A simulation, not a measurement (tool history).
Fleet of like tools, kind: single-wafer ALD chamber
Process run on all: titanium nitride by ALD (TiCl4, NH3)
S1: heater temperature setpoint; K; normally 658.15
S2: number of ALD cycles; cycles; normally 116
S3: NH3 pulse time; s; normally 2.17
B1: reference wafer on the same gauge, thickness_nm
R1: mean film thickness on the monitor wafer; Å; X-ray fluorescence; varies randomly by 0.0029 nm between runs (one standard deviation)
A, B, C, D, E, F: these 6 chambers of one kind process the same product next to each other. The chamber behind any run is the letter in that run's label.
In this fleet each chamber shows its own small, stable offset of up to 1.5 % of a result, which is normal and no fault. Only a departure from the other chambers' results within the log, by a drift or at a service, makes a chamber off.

Run 1B, hour 6.3: usual settings; B1 2.9503. Result: R1 25.421 Å.
Run 2F, hour 19.5: usual settings; B1 2.9508. Result: R1 25.597 Å.
Run 3A, hour 32.4: usual settings; B1 2.9511. Result: R1 25.333 Å.
Run 4C, hour 41.2: usual settings; B1 2.9517. Result: R1 25.456 Å.
Run 5E, hour 51.8: usual settings; B1 2.9515. Result: R1 25.645 Å.
Run 6D, hour 58.3: usual settings; B1 2.952. Result: R1 25.353 Å.
Run 7C, hour 70.9: usual settings but S1 653.15 K; B1 2.953. Result: R1 25.244 Å.
Run 8E, hour 84: usual settings but S1 653.15 K; B1 2.9535. Result: R1 25.538 Å.
Run 9A, hour 94.4: usual settings but S1 653.15 K; B1 2.9526. Result: R1 25.299 Å.
Run 10B, hour 103.4: usual settings but S1 653.15 K; B1 2.9542. Result: R1 25.267 Å.
Run 11D, hour 110: usual settings but S1 653.15 K; B1 2.9543. Result: R1 25.281 Å.
Run 12F, hour 118.6: usual settings but S1 653.15 K; B1 2.9541. Result: R1 25.52 Å.
Run 13C, hour 125.8: usual settings; B1 2.9545. Result: R1 25.448 Å.
Run 14E, hour 132.6: usual settings; B1 2.9553. Result: R1 25.645 Å.
Run 15F, hour 144.4: usual settings; B1 2.9559. Result: R1 25.58 Å.
Run 16B, hour 157.5: usual settings; B1 2.9557. Result: R1 25.414 Å.
At hour 162.4: chamber D: thermocouple changed; heater temperature recalibrated.
Run 17D, hour 170.8: usual settings; B1 2.9568. Result: R1 25.353 Å.
Run 18A, hour 179.4: usual settings; B1 2.9576. Result: R1 25.412 Å.
Run 19C, hour 187.9: usual settings; B1 2.9573. Result: R1 25.461 Å.
Run 20D, hour 202: usual settings; B1 2.9575. Result: R1 25.419 Å.
Run 21B, hour 215: usual settings; B1 2.9578. Result: R1 25.485 Å.
Run 22F, hour 224.1: usual settings; B1 2.959. Result: R1 25.649 Å.
Run 23A, hour 233.7: usual settings; B1 2.9597. Result: R1 25.424 Å.
At hour 237.4: chamber E: thermocouple changed; heater temperature recalibrated.
Run 24E, hour 240: usual settings; B1 2.9598. Result: R1 25.743 Å.
Run 25F, hour 247.7: usual settings but S1 649.15 K, S2 96 cycles; B1 2.9599. Result: R1 21.095 Å.
Run 26A, hour 259.3: usual settings but S1 649.15 K, S2 96 cycles; B1 2.9597. Result: R1 20.891 Å.
Run 27C, hour 268.1: usual settings but S1 649.15 K, S2 96 cycles; B1 2.9594. Result: R1 20.892 Å.
Run 28D, hour 275.8: usual settings but S1 649.15 K, S2 96 cycles; B1 2.9615. Result: R1 20.887 Å.
Run 29E, hour 282.1: usual settings but S1 649.15 K, S2 96 cycles; B1 2.9602. Result: R1 21.12 Å.
At hour 285: chamber B: thermocouple changed; heater temperature recalibrated.
Run 30B, hour 293.1: usual settings but S1 649.15 K, S2 96 cycles; B1 2.9608. Result: R1 20.914 Å.
Run 31B, hour 302.8: usual settings but S2 95 cycles; B1 2.9621. Result: R1 20.895 Å.
At hour 306.5: chamber C: thermocouple changed; heater temperature recalibrated.
Run 32A, hour 310.6: usual settings but S2 95 cycles; B1 2.9613. Result: R1 20.847 Å.
Run 33F, hour 322.7: usual settings but S2 95 cycles; B1 2.9629. Result: R1 21.013 Å.
Run 34E, hour 331.2: usual settings but S2 95 cycles; B1 2.9628. Result: R1 21.031 Å.
Run 35D, hour 339.5: usual settings but S2 95 cycles; B1 2.9635. Result: R1 20.801 Å.
Run 36C, hour 347.2: usual settings but S2 95 cycles; B1 2.9634. Result: R1 20.859 Å.

Is one chamber out of step, is the gauge drifting, or do the chambers differ by no more than their own small offsets? For an off chamber, give its letter and the likeliest cause.

No chamber is off; the gauge reading every chamber's wafers drifts, which makes the whole fleet appear to move together.
Most likely cause: gauge reads high (%) = 0.476.
